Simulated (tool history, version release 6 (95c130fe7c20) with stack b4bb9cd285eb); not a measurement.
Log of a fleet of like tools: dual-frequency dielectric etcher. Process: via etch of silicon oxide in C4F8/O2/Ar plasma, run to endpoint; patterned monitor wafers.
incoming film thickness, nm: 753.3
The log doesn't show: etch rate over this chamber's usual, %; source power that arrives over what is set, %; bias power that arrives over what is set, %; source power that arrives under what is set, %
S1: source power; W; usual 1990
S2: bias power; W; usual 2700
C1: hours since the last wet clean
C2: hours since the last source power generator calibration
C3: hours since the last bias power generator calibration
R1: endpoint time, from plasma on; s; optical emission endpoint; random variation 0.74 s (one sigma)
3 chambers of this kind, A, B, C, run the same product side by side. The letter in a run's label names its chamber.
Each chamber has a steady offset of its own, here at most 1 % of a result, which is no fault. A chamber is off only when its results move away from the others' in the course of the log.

Run 1A, hour 5.7: usual settings; C1 118.8; C2 2746.5; C3 3675.2. Result: R1 135.66 s.
Run 2C, hour 12.0: usual settings; C1 351.3; C2 1405.0; C3 720.4. Result: R1 135.76 s.
Run 3B, hour 16.3: usual settings; C1 229.7; C2 1995.4; C3 2160.1. Result: R1 136.75 s.
Run 4B, hour 23.0: usual settings; C1 236.4; C2 2002.1; C3 2166.8. Result: R1 136.53 s.
Run 5A, hour 29.9: usual settings but S1 1650 W, S2 2138 W; C1 143.0; C2 2770.7; C3 3699.4. Result: R1 157.20 s.
Run 6C, hour 36.7: usual settings but S1 1650 W, S2 2138 W; C1 376.0; C2 1429.7; C3 745.1. Result: R1 156.79 s.
At hour 38.8: chamber C: wet clean of the chamber.
Run 7A, hour 40.9: usual settings but S1 1650 W, S2 2138 W; C1 154.0; C2 2781.7; C3 3710.4. Result: R1 157.34 s.
Run 8C, hour 47.2: usual settings; C1 8.5; C2 1440.2; C3 755.6. Result: R1 134.88 s.
Run 9B, hour 53.9: usual settings; C1 267.3; C2 2033.0; C3 2197.7. Result: R1 135.96 s.
Run 10C, hour 62.2: usual settings; C1 23.5; C2 1455.2; C3 770.6. Result: R1 135.05 s.
Run 11B, hour 66.7: usual settings; C1 280.1; C2 2045.8; C3 2210.5. Result: R1 136.35 s.
Run 12A, hour 74.2: usual settings; C1 187.3; C2 2815.0; C3 3743.7. Result: R1 135.31 s.
Run 13B, hour 81.3: usual settings; C1 294.7; C2 2060.4; C3 2225.1. Result: R1 136.76 s.
Run 14A, hour 88.7: usual settings; C1 201.8; C2 2829.5; C3 3758.2. Result: R1 135.19 s.
Run 15C, hour 93.9: usual settings; C1 55.2; C2 1486.9; C3 802.3. Result: R1 136.53 s.
Run 16C, hour 98.7: usual settings; C1 60.0; C2 1491.7; C3 807.1. Result: R1 134.85 s.
Run 17B, hour 104.6: usual settings; C1 318.0; C2 2083.7; C3 2248.4. Result: R1 135.84 s.
Run 18A, hour 112.5: usual settings; C1 225.6; C2 2853.3; C3 3782.0. Result: R1 134.99 s.
Run 19B, hour 117.7: usual settings; C1 331.1; C2 2096.8; C3 2261.5. Result: R1 137.16 s.
Run 20A, hour 124.2: usual settings; C1 237.3; C2 2865.0; C3 3793.7. Result: R1 136.19 s.
Run 21C, hour 131.1: usual settings; C1 92.4; C2 1524.1; C3 839.5. Result: R1 136.05 s.
Run 22A, hour 136.7: usual settings but S2 2990 W; C1 249.8; C2 2877.5; C3 3806.2. Result: R1 131.98 s.
Run 23C, hour 145.2: usual settings but S2 2990 W; C1 106.5; C2 1538.2; C3 853.6. Result: R1 130.94 s.
Run 24B, hour 151.2: usual settings but S2 2990 W; C1 364.6; C2 2130.3; C3 2295.0. Result: R1 133.25 s.
Run 25A, hour 156.7: usual settings; C1 269.8; C2 2897.5; C3 3826.2. Result: R1 136.89 s.
Run 26B, hour 163.4: usual settings; C1 376.8; C2 2142.5; C3 2307.2. Result: R1 135.40 s.
Run 27C, hour 169.8: usual settings; C1 131.1; C2 1562.8; C3 878.2. Result: R1 134.55 s.
Run 28C, hour 174.2: usual settings but S1 2300 W, S2 2245 W; C1 135.5; C2 1567.2; C3 882.6. Result: R1 135.15 s.
Run 29A, hour 181.2: usual settings but S1 2300 W, S2 2245 W; C1 294.3; C2 2922.0; C3 3850.7. Result: R1 135.58 s.
Run 30B, hour 184.9: usual settings but S1 2300 W, S2 2245 W; C1 398.3; C2 2164.0; C3 2328.7. Result: R1 135.40 s.
At hour 187.0: chamber B: wet clean of the chamber.
Run 31B, hour 189.9: usual settings; C1 3.0; C2 2169.0; C3 2333.7. Result: R1 136.70 s.
Run 32A, hour 197.9: usual settings but S1 2320 W, S2 3290 W; C1 311.0; C2 2938.7; C3 3867.4. Result: R1 120.08 s.
Run 33C, hour 202.4: usual settings but S1 2320 W, S2 3290 W; C1 163.7; C2 1595.4; C3 910.8. Result: R1 120.48 s.
Run 34A, hour 206.5: usual settings but S1 2320 W, S2 3290 W; C1 319.6; C2 2947.3; C3 3876.0. Result: R1 122.09 s.
Run 35C, hour 213.2: usual settings; C1 174.5; C2 1606.2; C3 921.6. Result: R1 136.03 s.
Run 36B, hour 217.0: usual settings; C1 30.1; C2 2196.1; C3 2360.8. Result: R1 135.92 s.
Run 37A, hour 222.5: usual settings; C1 335.6; C2 2963.3; C3 3892.0. Result: R1 136.13 s.
Run 38B, hour 230.3: usual settings but S1 2440 W, S2 2495 W; C1 43.4; C2 2209.4; C3 2374.1. Result: R1 128.49 s.
Run 39C, hour 237.5: usual settings but S1 2440 W, S2 2495 W; C1 198.8; C2 1630.5; C3 945.9. Result: R1 127.73 s.
Run 40A, hour 245.7: usual settings but S1 2440 W, S2 2495 W; C1 358.8; C2 2986.5; C3 3915.2. Result: R1 128.05 s.
Run 41B, hour 251.1: usual settings but S1 2260 W, S2 3319 W; C1 64.2; C2 2230.2; C3 2394.9. Result: R1 122.02 s.

Next, every chamber runs the same settings. What will each give?
Run 42A, hour 257.2: usual settings but S2 2476 W. Result: R1 ?.
Run 42B, hour 257.2: usual settings but S2 2476 W. Result: R1 ?.
Run 42C, hour 257.2: usual settings but S2 2476 W. Result: R1 ?.

run      R1
42A  139.29
42B  138.40
42C  140.01
